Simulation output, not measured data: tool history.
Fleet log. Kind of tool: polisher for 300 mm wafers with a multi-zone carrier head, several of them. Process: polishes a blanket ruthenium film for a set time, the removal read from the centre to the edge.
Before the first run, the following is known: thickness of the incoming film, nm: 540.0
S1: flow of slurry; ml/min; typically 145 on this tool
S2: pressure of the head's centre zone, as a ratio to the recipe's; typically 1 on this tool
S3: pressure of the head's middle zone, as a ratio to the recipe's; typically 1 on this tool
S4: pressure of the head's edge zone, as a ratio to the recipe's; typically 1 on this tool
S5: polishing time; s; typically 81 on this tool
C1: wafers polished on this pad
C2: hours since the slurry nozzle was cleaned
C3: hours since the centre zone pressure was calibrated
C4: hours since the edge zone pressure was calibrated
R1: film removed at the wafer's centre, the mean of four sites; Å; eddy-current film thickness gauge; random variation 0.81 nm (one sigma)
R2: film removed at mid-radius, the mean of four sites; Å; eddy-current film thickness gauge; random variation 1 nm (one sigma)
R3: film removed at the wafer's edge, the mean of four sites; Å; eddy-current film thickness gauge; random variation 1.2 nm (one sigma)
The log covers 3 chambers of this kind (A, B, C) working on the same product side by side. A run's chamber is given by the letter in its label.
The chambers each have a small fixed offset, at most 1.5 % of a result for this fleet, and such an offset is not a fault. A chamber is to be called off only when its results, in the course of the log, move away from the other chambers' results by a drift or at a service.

{"hour": 0.7, "done": "chamber A: worn pad replaced by a new one"}
{"run": "1A", "hour": 9.1, "S1": 145, "S2": 1, "S3": 1, "S4": 1, "S5": 81, "C1": 95, "C2": 567.2, "C3": 1517.7, "C4": 978.7, "R1": 869.6, "R2": 860.4, "R3": 872.78}
{"run": "2C", "hour": 17.1, "S1": 145, "S2": 1, "S3": 1, "S4": 1, "S5": 81, "C1": 465, "C2": 115.4, "C3": 313.8, "C4": 686.7, "R1": 884.49, "R2": 887.26, "R3": 889.79}
{"hour": 17.7, "done": "chamber B: worn pad replaced by a new one"}
{"run": "3B", "hour": 22.6, "S1": 145, "S2": 1, "S3": 1, "S4": 1, "S5": 81, "C1": 55, "C2": 258.8, "C3": 417.5, "C4": 685.1, "R1": 874.96, "R2": 883.49, "R3": 905.83}
{"run": "4A", "hour": 27.4, "S1": 145, "S2": 1, "S3": 1, "S4": 1, "S5": 81, "C1": 303, "C2": 585.5, "C3": 1536, "C4": 997, "R1": 870.38, "R2": 879.75, "R3": 858.17}
{"run": "5C", "hour": 35.8, "S1": 145, "S2": 1, "S3": 1, "S4": 1, "S5": 81, "C1": 677, "C2": 134.1, "C3": 332.5, "C4": 705.4, "R1": 882.08, "R2": 884.43, "R3": 894.34}
{"run": "6B", "hour": 41.4, "S1": 145, "S2": 1, "S3": 1, "S4": 1, "S5": 81, "C1": 268, "C2": 277.6, "C3": 436.3, "C4": 703.9, "R1": 878.93, "R2": 882.28, "R3": 896.57}
{"hour": 45.0, "done": "chamber A: centre zone pressure recalibrated"}
{"run": "7B", "hour": 51.0, "S1": 145, "S2": 1, "S3": 1, "S4": 1, "S5": 81, "C1": 377, "C2": 287.2, "C3": 445.9, "C4": 713.5, "R1": 902.39, "R2": 879.92, "R3": 910.47}
{"run": "8C", "hour": 61.4, "S1": 105, "S2": 1, "S3": 1, "S4": 1, "S5": 81, "C1": 967, "C2": 159.7, "C3": 358.1, "C4": 731, "R1": 798.91, "R2": 822.19, "R3": 834.53}
{"run": "9A", "hour": 66.4, "S1": 105, "S2": 1, "S3": 1, "S4": 1, "S5": 81, "C1": 745, "C2": 624.5, "C3": 21.4, "C4": 1036, "R1": 795, "R2": 794.1, "R3": 860.04}
{"hour": 67.5, "done": "chamber C: worn pad replaced by a new one"}
{"hour": 67.6, "done": "chamber B: worn pad replaced by a new one"}
{"hour": 69.7, "done": "chamber A: slurry nozzle cleaned"}
{"run": "10C", "hour": 71.8, "S1": 105, "S2": 1, "S3": 1, "S4": 1, "S5": 81, "C1": 49, "C2": 170.1, "C3": 368.5, "C4": 741.4, "R1": 790.39, "R2": 807.09, "R3": 839.13}
{"hour": 76.4, "done": "chamber A: worn pad replaced by a new one"}
{"run": "11A", "hour": 76.5, "S1": 145, "S2": 1, "S3": 1, "S4": 1, "S5": 81, "C1": 1, "C2": 6.9, "C3": 31.5, "C4": 1046.1, "R1": 874.07, "R2": 879.11, "R3": 905.19}
{"run": "12B", "hour": 86.8, "S1": 145, "S2": 0.95, "S3": 1, "S4": 1, "S5": 81, "C1": 217, "C2": 323, "C3": 481.7, "C4": 749.3, "R1": 840.33, "R2": 881.17, "R3": 886.03}
{"run": "13C", "hour": 92.1, "S1": 145, "S2": 0.95, "S3": 1, "S4": 1, "S5": 81, "C1": 279, "C2": 190.4, "C3": 388.8, "C4": 761.7, "R1": 807.1, "R2": 854.77, "R3": 893.6}
{"run": "14A", "hour": 100.9, "S1": 145, "S2": 0.95, "S3": 1, "S4": 1, "S5": 81, "C1": 278, "C2": 31.3, "C3": 55.9, "C4": 1070.5, "R1": 850, "R2": 872.59, "R3": 870.84}
{"run": "15B", "hour": 109.3, "S1": 145, "S2": 1, "S3": 1, "S4": 1, "S5": 81, "C1": 472, "C2": 345.5, "C3": 504.2, "C4": 771.8, "R1": 899.66, "R2": 899.76, "R3": 881.44}
{"hour": 109.8, "done": "chamber C: centre zone pressure recalibrated"}
{"hour": 114.3, "done": "chamber B: worn pad replaced by a new one"}
{"run": "16C", "hour": 114.5, "S1": 145, "S2": 1, "S3": 1, "S4": 1, "S5": 81, "C1": 533, "C2": 212.8, "C3": 4.7, "C4": 784.1, "R1": 856.35, "R2": 855.26, "R3": 885.22}
{"run": "17A", "hour": 121.5, "S1": 105, "S2": 1, "S3": 1, "S4": 1, "S5": 65, "C1": 511, "C2": 51.9, "C3": 76.5, "C4": 1091.1, "R1": 642.58, "R2": 647.68, "R3": 682}
{"run": "18B", "hour": 129.4, "S1": 105, "S2": 1, "S3": 1, "S4": 1, "S5": 65, "C1": 172, "C2": 365.6, "C3": 524.3, "C4": 791.9, "R1": 658.5, "R2": 657.89, "R3": 673.79}
{"run": "19C", "hour": 134.9, "S1": 105, "S2": 1, "S3": 1, "S4": 1, "S5": 65, "C1": 764, "C2": 233.2, "C3": 25.1, "C4": 804.5, "R1": 624.12, "R2": 631.44, "R3": 657.31}
{"run": "20A", "hour": 143.5, "S1": 145, "S2": 1, "S3": 1, "S4": 1, "S5": 81, "C1": 760, "C2": 73.9, "C3": 98.5, "C4": 1113.1, "R1": 888.71, "R2": 883.38, "R3": 909.84}
{"hour": 149.0, "done": "chamber A: worn pad replaced by a new one"}
{"run": "21B", "hour": 152.5, "S1": 145, "S2": 1, "S3": 1, "S4": 1, "S5": 70, "C1": 433, "C2": 388.7, "C3": 547.4, "C4": 815, "R1": 752.23, "R2": 778.77, "R3": 792.48}
{"run": "22C", "hour": 160.5, "S1": 145, "S2": 1, "S3": 1, "S4": 1, "S5": 70, "C1": 1054, "C2": 258.8, "C3": 50.7, "C4": 830.1, "R1": 726.03, "R2": 742.71, "R3": 758.72}
{"hour": 165.6, "done": "chamber B: worn pad replaced by a new one"}
{"run": "23A", "hour": 166.5, "S1": 145, "S2": 1, "S3": 1, "S4": 1, "S5": 70, "C1": 198, "C2": 96.9, "C3": 121.5, "C4": 1136.1, "R1": 744.5, "R2": 746.36, "R3": 747.23}
{"hour": 168.7, "done": "chamber C: worn pad replaced by a new one"}
{"run": "24B", "hour": 175.8, "S1": 145, "S2": 1, "S3": 1, "S4": 1, "S5": 81, "C1": 116, "C2": 412, "C3": 570.7, "C4": 838.3, "R1": 884.71, "R2": 896.97, "R3": 907.67}
{"hour": 179.9, "done": "chamber B: centre zone pressure recalibrated"}
{"run": "25A", "hour": 182.9, "S1": 145, "S2": 1, "S3": 1, "S4": 1, "S5": 81, "C1": 384, "C2": 113.3, "C3": 137.9, "C4": 1152.5, "R1": 881.46, "R2": 869.56, "R3": 889.89}
{"run": "26C", "hour": 193.4, "S1": 145, "S2": 1, "S3": 1, "S4": 1, "S5": 81, "C1": 280, "C2": 291.7, "C3": 83.6, "C4": 863, "R1": 839, "R2": 812.4, "R3": 872.27}
{"hour": 198.6, "done": "chamber C: edge zone pressure recalibrated"}
{"run": "27B", "hour": 199.7, "S1": 145, "S2": 1, "S3": 1, "S4": 1, "S5": 81, "C1": 387, "C2": 435.9, "C3": 19.9, "C4": 862.2, "R1": 881.14, "R2": 899.86, "R3": 880.15}
{"run": "28A", "hour": 209.6, "S1": 145, "S2": 1, "S3": 1, "S4": 1, "S5": 81, "C1": 687, "C2": 140, "C3": 164.6, "C4": 1179.2, "R1": 888.55, "R2": 879.15, "R3": 894.46}
{"hour": 213.7, "done": "chamber B: worn pad replaced by a new one"}
{"run": "29B", "hour": 218.8, "S1": 145, "S2": 1, "S3": 1, "S4": 1, "S5": 81, "C1": 58, "C2": 455, "C3": 39, "C4": 881.3, "R1": 877.79, "R2": 885.81, "R3": 895.04}
{"run": "30C", "hour": 228.0, "S1": 145, "S2": 1.08, "S3": 1, "S4": 1, "S5": 107, "C1": 672, "C2": 326.3, "C3": 118.2, "C4": 29.5, "R1": 1176.4, "R2": 1106.6, "R3": 1118.7}
{"run": "31B", "hour": 237.1, "S1": 145, "S2": 1.08, "S3": 1, "S4": 1, "S5": 107, "C1": 266, "C2": 473.3, "C3": 57.3, "C4": 899.6, "R1": 1262.1, "R2": 1178.5, "R3": 1187.8}

Which is it: a chamber that has drifted or been left off by a service, a gauge drift common to all chambers, or only each chamber's usual small offset? If a chamber is off, name it and its likeliest cause.

Chamber C drifts away from the others.
Cause: slurry flow missing at the pad, % = 25.6.

Which of the 4 candidates below, each the usual settings with something changed and its results left as question marks, puts chamber C back in line with what the other chambers give on the usual settings?
In line here means within this much of the mean the other chambers give on the usual settings: R1 28 Å; R2 36 Å; R3 41 Å
{"run": "32C-1", "hour": 244.7, "S1": 135, "S2": 0.97, "S3": 0.97, "S4": 1.03, "S5": 75, "R1": "?", "R2": "?", "R3": "?"}
{"run": "32C-2", "hour": 244.7, "S1": 150, "S2": 1.02, "S3": 1.02, "S4": 0.98, "S5": 85, "R1": "?", "R2": "?", "R3": "?"}
{"run": "32C-3", "hour": 244.7, "S1": 140, "S2": 0.98, "S3": 0.98, "S4": 1.02, "S5": 77, "R1": "?", "R2": "?", "R3": "?"}
{"run": "32C-4", "hour": 244.7, "S1": 155, "S2": 1.03, "S3": 1.03, "S4": 0.97, "S5": 88, "R1": "?", "R2": "?", "R3": "?"}

Other chambers, usual settings, mean: R1 880.35 Å; R2 880.74 Å; R3 889.18 Å
run=32C-1 R1=712.13 R2=722.05 R3=786.51
run=32C-2 R1=882.15 R2=881.7 R3=884.6
run=32C-3 R1=748.27 R2=755.95 R3=808.73
run=32C-4 R1=932.06 R2=928.71 R3=916.02
32C-2 brings the chamber back in line.
